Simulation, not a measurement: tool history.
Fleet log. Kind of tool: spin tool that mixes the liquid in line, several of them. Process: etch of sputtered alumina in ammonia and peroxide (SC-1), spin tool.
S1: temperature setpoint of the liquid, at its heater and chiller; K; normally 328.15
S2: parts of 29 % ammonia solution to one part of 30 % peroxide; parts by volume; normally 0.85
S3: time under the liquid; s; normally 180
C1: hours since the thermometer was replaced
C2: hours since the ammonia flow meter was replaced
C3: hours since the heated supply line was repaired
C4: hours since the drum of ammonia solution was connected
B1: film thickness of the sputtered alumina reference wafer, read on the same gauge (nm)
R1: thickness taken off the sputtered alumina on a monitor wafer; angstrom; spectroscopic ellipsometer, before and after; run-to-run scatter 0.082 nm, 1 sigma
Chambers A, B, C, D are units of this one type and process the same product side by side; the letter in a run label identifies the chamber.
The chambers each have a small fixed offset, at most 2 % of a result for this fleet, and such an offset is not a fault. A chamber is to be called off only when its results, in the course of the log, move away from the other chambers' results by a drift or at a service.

{"hour": 4.9, "done": "chamber D: thermometer replaced"}
{"run": "1B", "hour": 6.2, "S1": 328.15, "S2": 0.85, "S3": 180, "C1": 1037.2, "C2": 2058.5, "C3": 158.2, "C4": 27.3, "B1": 99.971, "R1": 90.01}
{"run": "2C", "hour": 14.7, "S1": 328.15, "S2": 0.85, "S3": 180, "C1": 1066.8, "C2": 1090.2, "C3": 1086.3, "C4": 259.0, "B1": 99.979, "R1": 90.332}
{"run": "3D", "hour": 20.3, "S1": 328.15, "S2": 0.85, "S3": 180, "C1": 15.4, "C2": 119.2, "C3": 1374.7, "C4": 88.2, "B1": 99.993, "R1": 89.193}
{"run": "4A", "hour": 28.3, "S1": 328.15, "S2": 0.85, "S3": 180, "C1": 649.3, "C2": 588.2, "C3": 1562.7, "C4": 262.4, "B1": 99.996, "R1": 88.759}
{"run": "5D", "hour": 32.8, "S1": 328.15, "S2": 0.85, "S3": 180, "C1": 27.9, "C2": 131.7, "C3": 1387.2, "C4": 100.7, "B1": 99.981, "R1": 86.588}
{"run": "6B", "hour": 40.4, "S1": 328.15, "S2": 0.85, "S3": 180, "C1": 1071.4, "C2": 2092.7, "C3": 192.4, "C4": 61.5, "B1": 99.979, "R1": 89.473}
{"run": "7C", "hour": 45.4, "S1": 328.15, "S2": 0.85, "S3": 180, "C1": 1097.5, "C2": 1120.9, "C3": 1117.0, "C4": 289.7, "B1": 99.99, "R1": 89.481}
{"hour": 48.1, "done": "chamber C: new drum of ammonia solution connected"}
{"run": "8A", "hour": 54.6, "S1": 328.15, "S2": 0.85, "S3": 180, "C1": 675.6, "C2": 614.5, "C3": 1589.0, "C4": 288.7, "B1": 99.97, "R1": 87.788}
{"run": "9D", "hour": 63.2, "S1": 328.15, "S2": 0.85, "S3": 180, "C1": 58.3, "C2": 162.1, "C3": 1417.6, "C4": 131.1, "B1": 99.996, "R1": 87.552}
{"hour": 64.8, "done": "chamber A: new drum of ammonia solution connected"}
{"run": "10B", "hour": 68.0, "S1": 328.15, "S2": 0.85, "S3": 180, "C1": 1099.0, "C2": 2120.3, "C3": 220.0, "C4": 89.1, "B1": 99.964, "R1": 89.12}
{"run": "11C", "hour": 75.6, "S1": 328.15, "S2": 0.85, "S3": 265, "C1": 1127.7, "C2": 1151.1, "C3": 1147.2, "C4": 27.6, "B1": 99.976, "R1": 130.01}
{"run": "12A", "hour": 81.7, "S1": 328.15, "S2": 0.85, "S3": 265, "C1": 702.7, "C2": 641.6, "C3": 1616.1, "C4": 17.0, "B1": 100.0, "R1": 131.35}
{"run": "13D", "hour": 88.7, "S1": 328.15, "S2": 0.85, "S3": 265, "C1": 83.8, "C2": 187.6, "C3": 1443.1, "C4": 156.6, "B1": 99.964, "R1": 129.18}
{"run": "14C", "hour": 93.6, "S1": 328.15, "S2": 0.85, "S3": 265, "C1": 1145.7, "C2": 1169.1, "C3": 1165.2, "C4": 45.6, "B1": 99.994, "R1": 129.65}
{"run": "15A", "hour": 100.3, "S1": 333.15, "S2": 0.85, "S3": 275, "C1": 721.3, "C2": 660.2, "C3": 1634.7, "C4": 35.6, "B1": 99.999, "R1": 174.84}
{"run": "16B", "hour": 105.8, "S1": 333.15, "S2": 0.85, "S3": 275, "C1": 1136.8, "C2": 2158.1, "C3": 257.8, "C4": 126.9, "B1": 99.997, "R1": 178.07}
{"run": "17C", "hour": 115.6, "S1": 333.15, "S2": 0.85, "S3": 275, "C1": 1167.7, "C2": 1191.1, "C3": 1187.2, "C4": 67.6, "B1": 100.01, "R1": 177.21}
{"run": "18A", "hour": 123.2, "S1": 333.15, "S2": 0.85, "S3": 275, "C1": 744.2, "C2": 683.1, "C3": 1657.6, "C4": 58.5, "B1": 99.971, "R1": 177.04}
{"run": "19D", "hour": 128.2, "S1": 328.15, "S2": 0.85, "S3": 180, "C1": 123.3, "C2": 227.1, "C3": 1482.6, "C4": 196.1, "B1": 100.03, "R1": 87.898}
{"run": "20B", "hour": 136.2, "S1": 328.15, "S2": 0.85, "S3": 180, "C1": 1167.2, "C2": 2188.5, "C3": 288.2, "C4": 157.3, "B1": 100.04, "R1": 89.334}
{"run": "21D", "hour": 143.7, "S1": 333.15, "S2": 0.85, "S3": 180, "C1": 138.8, "C2": 242.6, "C3": 1498.1, "C4": 211.6, "B1": 99.977, "R1": 115.12}
{"run": "22A", "hour": 153.3, "S1": 333.15, "S2": 0.85, "S3": 180, "C1": 774.3, "C2": 713.2, "C3": 1687.7, "C4": 88.6, "B1": 99.992, "R1": 113.79}
{"run": "23B", "hour": 159.3, "S1": 333.15, "S2": 0.85, "S3": 180, "C1": 1190.3, "C2": 2211.6, "C3": 311.3, "C4": 180.4, "B1": 100.01, "R1": 115.43}
{"hour": 162.3, "done": "chamber D: new drum of ammonia solution connected"}
{"run": "24C", "hour": 168.6, "S1": 333.15, "S2": 0.85, "S3": 180, "C1": 1220.7, "C2": 1244.1, "C3": 1240.2, "C4": 120.6, "B1": 99.998, "R1": 117.13}
{"run": "25B", "hour": 174.5, "S1": 328.15, "S2": 0.85, "S3": 180, "C1": 1205.5, "C2": 2226.8, "C3": 326.5, "C4": 195.6, "B1": 99.98, "R1": 90.329}
{"run": "26D", "hour": 180.3, "S1": 328.15, "S2": 0.85, "S3": 180, "C1": 175.4, "C2": 279.2, "C3": 1534.7, "C4": 18.0, "B1": 99.969, "R1": 86.632}
{"run": "27A", "hour": 185.0, "S1": 328.15, "S2": 0.85, "S3": 180, "C1": 806.0, "C2": 744.9, "C3": 1719.4, "C4": 120.3, "B1": 99.991, "R1": 85.701}
{"run": "28C", "hour": 189.3, "S1": 328.15, "S2": 0.85, "S3": 180, "C1": 1241.4, "C2": 1264.8, "C3": 1260.9, "C4": 141.3, "B1": 99.981, "R1": 88.261}
{"run": "29C", "hour": 199.0, "S1": 328.15, "S2": 0.85, "S3": 180, "C1": 1251.1, "C2": 1274.5, "C3": 1270.6, "C4": 151.0, "B1": 99.998, "R1": 87.199}
{"run": "30B", "hour": 207.7, "S1": 322.65, "S2": 0.45, "S3": 180, "C1": 1238.7, "C2": 2260.0, "C3": 359.7, "C4": 228.8, "B1": 99.988, "R1": 63.164}
{"run": "31A", "hour": 217.5, "S1": 322.65, "S2": 0.45, "S3": 180, "C1": 838.5, "C2": 777.4, "C3": 1751.9, "C4": 152.8, "B1": 100.03, "R1": 59.866}
{"run": "32D", "hour": 225.9, "S1": 322.65, "S2": 0.45, "S3": 180, "C1": 221.0, "C2": 324.8, "C3": 1580.3, "C4": 63.6, "B1": 99.975, "R1": 61.48}
{"run": "33C", "hour": 233.8, "S1": 322.65, "S2": 0.45, "S3": 180, "C1": 1285.9, "C2": 1309.3, "C3": 1305.4, "C4": 185.8, "B1": 100.02, "R1": 61.898}
{"run": "34D", "hour": 243.2, "S1": 328.15, "S2": 0.7, "S3": 180, "C1": 238.3, "C2": 342.1, "C3": 1597.6, "C4": 80.9, "B1": 99.979, "R1": 87.505}
{"run": "35A", "hour": 249.7, "S1": 328.15, "S2": 0.7, "S3": 180, "C1": 870.7, "C2": 809.6, "C3": 1784.1, "C4": 185.0, "B1": 99.998, "R1": 83.027}
{"run": "36B", "hour": 257.2, "S1": 328.15, "S2": 0.7, "S3": 180, "C1": 1288.2, "C2": 2309.5, "C3": 409.2, "C4": 278.3, "B1": 100.02, "R1": 87.77}
{"run": "37C", "hour": 264.1, "S1": 328.15, "S2": 0.7, "S3": 180, "C1": 1316.2, "C2": 1339.6, "C3": 1335.7, "C4": 216.1, "B1": 99.987, "R1": 87.278}
{"run": "38B", "hour": 269.0, "S1": 328.15, "S2": 0.85, "S3": 180, "C1": 1300.0, "C2": 2321.3, "C3": 421.0, "C4": 290.1, "B1": 99.997, "R1": 87.958}
{"run": "39D", "hour": 276.0, "S1": 328.15, "S2": 0.85, "S3": 180, "C1": 271.1, "C2": 374.9, "C3": 1630.4, "C4": 113.7, "B1": 99.999, "R1": 88.027}

Is one chamber out of step, is the gauge drifting, or do the chambers differ by no more than their own small offsets? For an off chamber, give its letter and the likeliest cause.

It is chamber A that slowly wanders off from its peers.
What lies behind it: liquid colder than its thermometer reads (K) = 1.09.
The log may not tell that from: temperature lost on the way to the wafer (K).

Chamber A could run next with any of the 4 candidate recipes listed below; each alters the usual settings, and their results appear as question marks. Which one brings its results back in line with what the other chambers deliver on the usual settings?
Counts as in line when no further than this from what the other chambers average on the usual settings: R1 2.900 angstrom
{"run": "40A-1", "hour": 283.0, "S1": 327.15, "S2": 0.85, "S3": 170, "R1": "?"}
{"run": "40A-2", "hour": 283.0, "S1": 328.65, "S2": 0.85, "S3": 185, "R1": "?"}
{"run": "40A-3", "hour": 283.0, "S1": 327.65, "S2": 0.85, "S3": 175, "R1": "?"}
{"run": "40A-4", "hour": 283.0, "S1": 329.15, "S2": 0.85, "S3": 195, "R1": "?"}

Average result of the remaining chambers running the usual settings: R1 88.846 angstrom
run=40A-1 R1=75.046
run=40A-2 R1=88.602
run=40A-3 R1=79.360
run=40A-4 R1=95.961
Change 40A-2 lands the chamber within the allowed miss of the other chambers.
